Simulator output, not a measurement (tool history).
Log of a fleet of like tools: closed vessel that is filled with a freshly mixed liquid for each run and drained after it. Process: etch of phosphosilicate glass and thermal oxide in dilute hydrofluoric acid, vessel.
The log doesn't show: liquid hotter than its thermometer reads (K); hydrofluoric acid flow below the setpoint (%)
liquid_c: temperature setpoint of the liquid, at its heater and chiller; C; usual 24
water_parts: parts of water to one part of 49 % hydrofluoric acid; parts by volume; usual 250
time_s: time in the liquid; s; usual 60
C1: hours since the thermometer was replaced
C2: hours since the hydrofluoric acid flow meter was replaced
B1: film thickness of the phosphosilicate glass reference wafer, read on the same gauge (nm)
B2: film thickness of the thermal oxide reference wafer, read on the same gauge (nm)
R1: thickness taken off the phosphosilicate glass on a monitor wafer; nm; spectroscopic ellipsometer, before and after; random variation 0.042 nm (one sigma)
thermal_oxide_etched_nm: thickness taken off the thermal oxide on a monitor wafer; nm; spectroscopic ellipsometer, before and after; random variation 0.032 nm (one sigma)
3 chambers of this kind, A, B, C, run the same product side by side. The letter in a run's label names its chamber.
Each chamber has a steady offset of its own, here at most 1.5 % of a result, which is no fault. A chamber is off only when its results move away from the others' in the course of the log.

{"run": "1B", "hour": 6.7, "liquid_c": 24, "water_parts": 250, "time_s": 60, "C1": 394.4, "C2": 1804.1, "B1": 150.01, "B2": 49.977, "R1": 12.039, "thermal_oxide_etched_nm": 0.9632}
{"run": "2A", "hour": 11.3, "liquid_c": 24, "water_parts": 250, "time_s": 60, "C1": 891.4, "C2": 367.3, "B1": 150.02, "B2": 50.006, "R1": 12.307, "thermal_oxide_etched_nm": 0.91094}
{"run": "3C", "hour": 15.1, "liquid_c": 24, "water_parts": 250, "time_s": 60, "C1": 379.1, "C2": 1038.6, "B1": 150.02, "B2": 49.967, "R1": 12.156, "thermal_oxide_etched_nm": 0.92665}
{"run": "4B", "hour": 20.8, "liquid_c": 24, "water_parts": 250, "time_s": 60, "C1": 408.5, "C2": 1818.2, "B1": 150.01, "B2": 50.005, "R1": 12.004, "thermal_oxide_etched_nm": 0.88938}
{"run": "5A", "hour": 24.2, "liquid_c": 24, "water_parts": 250, "time_s": 60, "C1": 904.3, "C2": 380.2, "B1": 149.97, "B2": 50.007, "R1": 12.283, "thermal_oxide_etched_nm": 0.89387}
{"run": "6C", "hour": 28.8, "liquid_c": 24, "water_parts": 175, "time_s": 75, "C1": 392.8, "C2": 1052.3, "B1": 149.97, "B2": 50.03, "R1": 23.561, "thermal_oxide_etched_nm": 1.7087}
{"run": "7A", "hour": 33.3, "liquid_c": 24, "water_parts": 175, "time_s": 75, "C1": 913.4, "C2": 389.3, "B1": 149.97, "B2": 50.011, "R1": 23.773, "thermal_oxide_etched_nm": 1.903}
{"run": "8B", "hour": 38.1, "liquid_c": 24, "water_parts": 175, "time_s": 75, "C1": 425.8, "C2": 1835.5, "B1": 149.98, "B2": 50.037, "R1": 23.211, "thermal_oxide_etched_nm": 1.7912}
{"run": "9C", "hour": 41.6, "liquid_c": 24, "water_parts": 250, "time_s": 60, "C1": 405.6, "C2": 1065.1, "B1": 149.99, "B2": 49.963, "R1": 12.179, "thermal_oxide_etched_nm": 0.97417}
{"run": "10B", "hour": 48.4, "liquid_c": 24, "water_parts": 250, "time_s": 60, "C1": 436.1, "C2": 1845.8, "B1": 150.01, "B2": 50.032, "R1": 12.046, "thermal_oxide_etched_nm": 0.99171}
{"run": "11C", "hour": 53.5, "liquid_c": 24, "water_parts": 250, "time_s": 60, "C1": 417.5, "C2": 1077, "B1": 150.04, "B2": 50.009, "R1": 12.165, "thermal_oxide_etched_nm": 0.9294}
{"run": "12A", "hour": 59.5, "liquid_c": 24, "water_parts": 250, "time_s": 60, "C1": 939.6, "C2": 415.5, "B1": 150, "B2": 50.007, "R1": 12.295, "thermal_oxide_etched_nm": 0.97006}
{"run": "13A", "hour": 63.9, "liquid_c": 27, "water_parts": 250, "time_s": 75, "C1": 944, "C2": 419.9, "B1": 149.99, "B2": 50.001, "R1": 17.075, "thermal_oxide_etched_nm": 1.3701}
{"run": "14B", "hour": 68.6, "liquid_c": 27, "water_parts": 250, "time_s": 75, "C1": 456.3, "C2": 1866, "B1": 150, "B2": 49.97, "R1": 16.86, "thermal_oxide_etched_nm": 1.332}
{"run": "15C", "hour": 72.7, "liquid_c": 27, "water_parts": 250, "time_s": 75, "C1": 436.7, "C2": 1096.2, "B1": 149.98, "B2": 50.014, "R1": 16.905, "thermal_oxide_etched_nm": 1.2533}
{"run": "16A", "hour": 78.2, "liquid_c": 24, "water_parts": 250, "time_s": 60, "C1": 958.3, "C2": 434.2, "B1": 149.98, "B2": 49.997, "R1": 12.256, "thermal_oxide_etched_nm": 0.92879}
{"run": "17C", "hour": 82.4, "liquid_c": 24, "water_parts": 250, "time_s": 60, "C1": 446.4, "C2": 1105.9, "B1": 150.01, "B2": 50.019, "R1": 12.204, "thermal_oxide_etched_nm": 0.94941}
{"run": "18B", "hour": 87.1, "liquid_c": 24, "water_parts": 250, "time_s": 95, "C1": 474.8, "C2": 1884.5, "B1": 150.01, "B2": 49.976, "R1": 19.063, "thermal_oxide_etched_nm": 1.4697}
{"run": "19C", "hour": 91.8, "liquid_c": 24, "water_parts": 250, "time_s": 95, "C1": 455.8, "C2": 1115.3, "B1": 149.99, "B2": 50.002, "R1": 19.202, "thermal_oxide_etched_nm": 1.5522}
{"run": "20B", "hour": 96.3, "liquid_c": 24, "water_parts": 250, "time_s": 95, "C1": 484, "C2": 1893.7, "B1": 149.99, "B2": 49.987, "R1": 19.082, "thermal_oxide_etched_nm": 1.5425}
{"run": "21A", "hour": 102.8, "liquid_c": 24, "water_parts": 250, "time_s": 90, "C1": 982.9, "C2": 458.8, "B1": 150, "B2": 50.022, "R1": 18.398, "thermal_oxide_etched_nm": 1.4364}
{"run": "22A", "hour": 107.9, "liquid_c": 24, "water_parts": 250, "time_s": 90, "C1": 988, "C2": 463.9, "B1": 149.97, "B2": 49.953, "R1": 18.46, "thermal_oxide_etched_nm": 1.4314}
{"run": "23C", "hour": 114.4, "liquid_c": 24, "water_parts": 250, "time_s": 90, "C1": 478.4, "C2": 1137.9, "B1": 149.99, "B2": 49.96, "R1": 18.274, "thermal_oxide_etched_nm": 1.4379}
{"run": "24B", "hour": 121.1, "liquid_c": 24, "water_parts": 250, "time_s": 60, "C1": 508.8, "C2": 1918.5, "B1": 150, "B2": 50.008, "R1": 12.154, "thermal_oxide_etched_nm": 0.96737}
{"run": "25B", "hour": 125.2, "liquid_c": 24, "water_parts": 250, "time_s": 80, "C1": 512.9, "C2": 1922.6, "B1": 149.98, "B2": 49.987, "R1": 16.007, "thermal_oxide_etched_nm": 1.2802}
{"run": "26C", "hour": 130.6, "liquid_c": 24, "water_parts": 250, "time_s": 80, "C1": 494.6, "C2": 1154.1, "B1": 149.99, "B2": 49.982, "R1": 16.155, "thermal_oxide_etched_nm": 1.2212}
{"run": "27A", "hour": 136.8, "liquid_c": 24, "water_parts": 250, "time_s": 80, "C1": 1016.9, "C2": 492.8, "B1": 150, "B2": 49.987, "R1": 16.292, "thermal_oxide_etched_nm": 1.1977}
{"run": "28B", "hour": 142.7, "liquid_c": 24, "water_parts": 250, "time_s": 60, "C1": 530.4, "C2": 1940.1, "B1": 150.04, "B2": 49.997, "R1": 12.152, "thermal_oxide_etched_nm": 0.92129}
{"run": "29C", "hour": 148.8, "liquid_c": 24, "water_parts": 250, "time_s": 60, "C1": 512.8, "C2": 1172.3, "B1": 150.01, "B2": 50.026, "R1": 12.16, "thermal_oxide_etched_nm": 0.88873}
{"run": "30A", "hour": 155.5, "liquid_c": 24, "water_parts": 165, "time_s": 75, "C1": 1035.6, "C2": 511.5, "B1": 149.99, "B2": 50.023, "R1": 25.785, "thermal_oxide_etched_nm": 1.9904}

Next, every chamber runs the same settings. What will each give?
{"run": "31A", "hour": 160.3, "liquid_c": 24, "water_parts": 250, "time_s": 60, "R1": "?", "thermal_oxide_etched_nm": "?"}
{"run": "31B", "hour": 160.3, "liquid_c": 24, "water_parts": 250, "time_s": 60, "R1": "?", "thermal_oxide_etched_nm": "?"}
{"run": "31C", "hour": 160.3, "liquid_c": 24, "water_parts": 250, "time_s": 60, "R1": "?", "thermal_oxide_etched_nm": "?"}

run=31A R1=12.238 thermal_oxide_etched_nm=0.95816
run=31B R1=12.059 thermal_oxide_etched_nm=0.94992
run=31C R1=12.199 thermal_oxide_etched_nm=0.9201
